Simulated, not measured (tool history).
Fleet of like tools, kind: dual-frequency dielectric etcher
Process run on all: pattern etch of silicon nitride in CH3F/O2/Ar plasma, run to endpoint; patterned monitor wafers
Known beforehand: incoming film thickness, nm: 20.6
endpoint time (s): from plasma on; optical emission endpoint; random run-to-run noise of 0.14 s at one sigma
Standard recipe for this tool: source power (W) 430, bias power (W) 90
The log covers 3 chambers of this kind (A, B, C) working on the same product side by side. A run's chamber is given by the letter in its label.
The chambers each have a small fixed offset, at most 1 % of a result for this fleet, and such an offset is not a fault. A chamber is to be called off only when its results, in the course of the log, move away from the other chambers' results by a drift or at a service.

run 1C hour=6.1 | source_power_(W)=430 bias_power_(W)=90 | endpoint_time_(s)=26.868
run 2B hour=12.4 | source_power_(W)=430 bias_power_(W)=90 | endpoint_time_(s)=26.442
run 3A hour=20.7 | source_power_(W)=430 bias_power_(W)=90 | endpoint_time_(s)=26.925
run 4C hour=29.3 | source_power_(W)=430 bias_power_(W)=90 | endpoint_time_(s)=26.763
run 5B hour=37.0 | source_power_(W)=430 bias_power_(W)=90 | endpoint_time_(s)=26.755
run 6A hour=46.0 | source_power_(W)=430 bias_power_(W)=90 | endpoint_time_(s)=27.218
run 7A hour=54.7 | source_power_(W)=430 bias_power_(W)=90 | endpoint_time_(s)=27.092
-- hour=54.8 chamber A: bias power generator calibrated
run 8C hour=63.4 | source_power_(W)=430 bias_power_(W)=90 | endpoint_time_(s)=27.040
run 9B hour=69.7 | source_power_(W)=430 bias_power_(W)=90 | endpoint_time_(s)=26.872
run 10A hour=76.3 | source_power_(W)=500 bias_power_(W)=111 | endpoint_time_(s)=23.819
run 11C hour=85.7 | source_power_(W)=500 bias_power_(W)=111 | endpoint_time_(s)=23.470
run 12B hour=90.1 | source_power_(W)=500 bias_power_(W)=111 | endpoint_time_(s)=23.475
run 13C hour=97.6 | source_power_(W)=430 bias_power_(W)=90 | endpoint_time_(s)=26.709
run 14A hour=105.7 | source_power_(W)=510 bias_power_(W)=103 | endpoint_time_(s)=24.058
run 15B hour=110.9 | source_power_(W)=510 bias_power_(W)=103 | endpoint_time_(s)=23.673
run 16B hour=115.5 | source_power_(W)=510 bias_power_(W)=103 | endpoint_time_(s)=23.920
run 17A hour=123.6 | source_power_(W)=480 bias_power_(W)=83 | endpoint_time_(s)=26.614
run 18C hour=129.8 | source_power_(W)=480 bias_power_(W)=83 | endpoint_time_(s)=26.534
run 19B hour=135.2 | source_power_(W)=480 bias_power_(W)=83 | endpoint_time_(s)=26.491
run 20A hour=142.9 | source_power_(W)=430 bias_power_(W)=90 | endpoint_time_(s)=26.914
run 21C hour=149.9 | source_power_(W)=430 bias_power_(W)=90 | endpoint_time_(s)=26.617
run 22A hour=155.8 | source_power_(W)=430 bias_power_(W)=90 | endpoint_time_(s)=27.188
run 23C hour=161.4 | source_power_(W)=320 bias_power_(W)=98 | endpoint_time_(s)=28.615
run 24B hour=168.6 | source_power_(W)=320 bias_power_(W)=98 | endpoint_time_(s)=28.925
run 25C hour=176.5 | source_power_(W)=320 bias_power_(W)=98 | endpoint_time_(s)=28.915
run 26B hour=184.6 | source_power_(W)=430 bias_power_(W)=90 | endpoint_time_(s)=26.614
run 27A hour=192.3 | source_power_(W)=430 bias_power_(W)=90 | endpoint_time_(s)=27.205
run 28A hour=198.9 | source_power_(W)=430 bias_power_(W)=90 | endpoint_time_(s)=27.258
run 29B hour=208.0 | source_power_(W)=430 bias_power_(W)=90 | endpoint_time_(s)=26.650
run 30C hour=212.7 | source_power_(W)=430 bias_power_(W)=90 | endpoint_time_(s)=26.750

All 3 chambers run these settings next. Forecast each chamber's results:
run 31A hour=219.5 | source_power_(W)=470 bias_power_(W)=90 | endpoint_time_(s)=?
run 31B hour=219.5 | source_power_(W)=470 bias_power_(W)=90 | endpoint_time_(s)=?
run 31C hour=219.5 | source_power_(W)=470 bias_power_(W)=90 | endpoint_time_(s)=?

run=31A endpoint_time_(s)=26.057
run=31B endpoint_time_(s)=25.596
run=31C endpoint_time_(s)=25.847
